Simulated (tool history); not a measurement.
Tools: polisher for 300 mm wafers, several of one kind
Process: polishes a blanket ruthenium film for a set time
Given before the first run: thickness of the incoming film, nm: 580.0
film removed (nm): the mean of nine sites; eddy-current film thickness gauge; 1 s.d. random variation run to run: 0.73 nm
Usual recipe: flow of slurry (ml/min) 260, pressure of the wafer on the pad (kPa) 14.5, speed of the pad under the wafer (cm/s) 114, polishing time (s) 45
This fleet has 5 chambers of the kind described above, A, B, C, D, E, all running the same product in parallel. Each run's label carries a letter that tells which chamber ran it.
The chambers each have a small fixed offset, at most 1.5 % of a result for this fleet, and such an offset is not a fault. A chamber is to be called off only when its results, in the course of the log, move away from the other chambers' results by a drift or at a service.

run   hour  flow of slurry (ml/min)  pressure of the wafer on the pad (kPa)  speed of the pad under the wafer (cm/s)  polishing time (s)  wafers polished on this pad  hours since the slurry nozzle was cleaned  hours since the head pressure was calibrated  film removed (nm)
 1C    5.7                      260                                    14.5                                      114                  45                          256                                       70.8                                          16.3             58.181
 2D   12.4                      260                                    14.5                                      114                  45                         1327                                      200.3                                         207.4             59.317
      17.2  -- chamber D: worn pad replaced by a new one
 3B   18.1                      260                                    14.5                                      114                  45                          392                                      115.3                                         776.5             60.119
 4E   24.6                      260                                    14.5                                      114                  45                          694                                      177.9                                         355.1             58.550
 5A   30.0                      260                                    14.5                                      114                  45                          751                                      290.2                                          36.0             59.511
 6E   39.1                      260                                    14.5                                      114                  45                          891                                      192.4                                         369.6             58.209
      39.6  -- chamber C: worn pad replaced by a new one
      44.8  -- chamber B: head pressure recalibrated
 7C   45.2                      260                                    14.5                                      114                  45                           76                                      110.3                                          55.8             58.656
      52.0  -- chamber B: worn pad replaced by a new one
 8A   55.3                      260                                    14.5                                      114                  45                         1095                                      315.5                                          61.3             57.879
 9B   63.2                      260                                    14.5                                      114                  40                          152                                      160.4                                          18.4             51.652
10D   73.9                      260                                    14.5                                      114                  40                          771                                      261.8                                         268.9             51.683
11A   80.2                      260                                    14.5                                      114                  40                         1434                                      340.4                                          86.2             50.773
12D   85.3                      260                                    14.5                                      114                  40                          926                                      273.2                                         280.3             51.884
13E   90.5                      260                                    14.5                                      114                  40                         1590                                      243.8                                         421.0             51.701
      92.8  -- chamber E: worn pad replaced by a new one
      98.9  -- chamber B: worn pad replaced by a new one
14C  100.0                      260                                    14.5                                      114                  56                          821                                      165.1                                         110.6             73.105
     100.8  -- chamber C: worn pad replaced by a new one
     107.8  -- chamber D: worn pad replaced by a new one
15B  107.9                      260                                    14.5                                      114                  56                          123                                      205.1                                          63.1             72.399
16E  118.2                      260                                    14.5                                      114                  56                          345                                      271.5                                         448.7             71.780
17D  127.9                      260                                    14.5                                      114                  56                          274                                      315.8                                         322.9             70.975
     131.9  -- chamber B: slurry nozzle cleaned
18C  134.5                      260                                    14.5                                      114                  56                          459                                      199.6                                         145.1             73.444
19B  141.8                      260                                    14.5                                      114                  45                          584                                       10.0                                          97.0             57.801
20A  149.5                      260                                    14.5                                      114                  45                         2376                                      409.7                                         155.5             54.951
     152.1  -- chamber C: worn pad replaced by a new one
     152.3  -- chamber B: worn pad replaced by a new one
21B  158.9                      260                                    14.5                                      114                  45                           90                                       27.1                                         114.1             58.365
22D  168.1                      260                                    14.5                                      114                  45                          820                                      356.0                                         363.1             56.934
     169.3  -- chamber E: slurry nozzle cleaned
23A  173.5                      260                                    14.5                                      114                  45                         2702                                      433.7                                         179.5             56.854
24C  182.2                      260                                    14.5                                      114                  45                          410                                      247.3                                         192.8             58.908
25E  189.6                      260                                    14.5                                      114                  45                         1316                                       20.4                                         520.1             57.885
26D  196.1                      260                                    14.5                                      114                  45                         1201                                      384.0                                         391.1             58.521
27A  204.8                      260                                    14.5                                      114                  45                         3128                                      465.0                                         210.8             54.155
     208.3  -- chamber B: worn pad replaced by a new one
     213.5  -- chamber C: worn pad replaced by a new one
     213.8  -- chamber E: worn pad replaced by a new one
28C  214.5                      260                                    14.5                                      114                  45                           14                                      279.6                                         225.1             58.281
     222.5  -- chamber D: worn pad replaced by a new one
29B  222.6                      260                                    18.6                                      114                  52                          195                                       90.8                                         177.8             86.615
30E  227.7                      260                                    18.6                                      114                  52                          189                                       58.5                                         558.2             87.736
31B  233.9                      260                                    18.6                                      114                  52                          349                                      102.1                                         189.1             86.785
32D  244.8                      260                                    18.6                                      114                  52                          304                                      432.7                                         439.8             85.866
33E  254.2                      260                                    18.6                                      114                  52                          549                                       85.0                                         584.7             86.318

Which is it: a chamber that has drifted or been left off by a service, a gauge drift common to all chambers, or only each chamber's usual small offset? If a chamber is off, name it and its likeliest cause.

One chamber, A, drifts off from the rest bit by bit.
Cause: removal rate lost through wear of the pad, % = 11.8.
The log may not tell that from: head's pressure below its setpoint, %.

Chamber A could run next with any of the 4 candidate recipes listed below; each alters the usual settings, and their results appear as question marks. Which one brings its results back in line with what the other chambers deliver on the usual settings?
To be in line, a result may differ from the other chambers' mean on the usual settings by at most: film removed (nm) 2.500
34A-1  262.4                      260                                    13.8                                      106                  41                                                                                                                                        ?
34A-2  262.4                      260                                    15.2                                      120                  45                                                                                                                                        ?
34A-3  262.4                      260                                    13.1                                      114                  45                                                                                                                                        ?
34A-4  262.4                      260                                    14.5                                      140                  45                                                                                                                                        ?

What the other chambers average on the usual settings: film removed (nm) 58.308
  run  film removed (nm)
34A-1             42.417
34A-2             58.066
34A-3             47.530
34A-4             64.630
Change 34A-2 lands the chamber within the allowed miss of the other chambers.
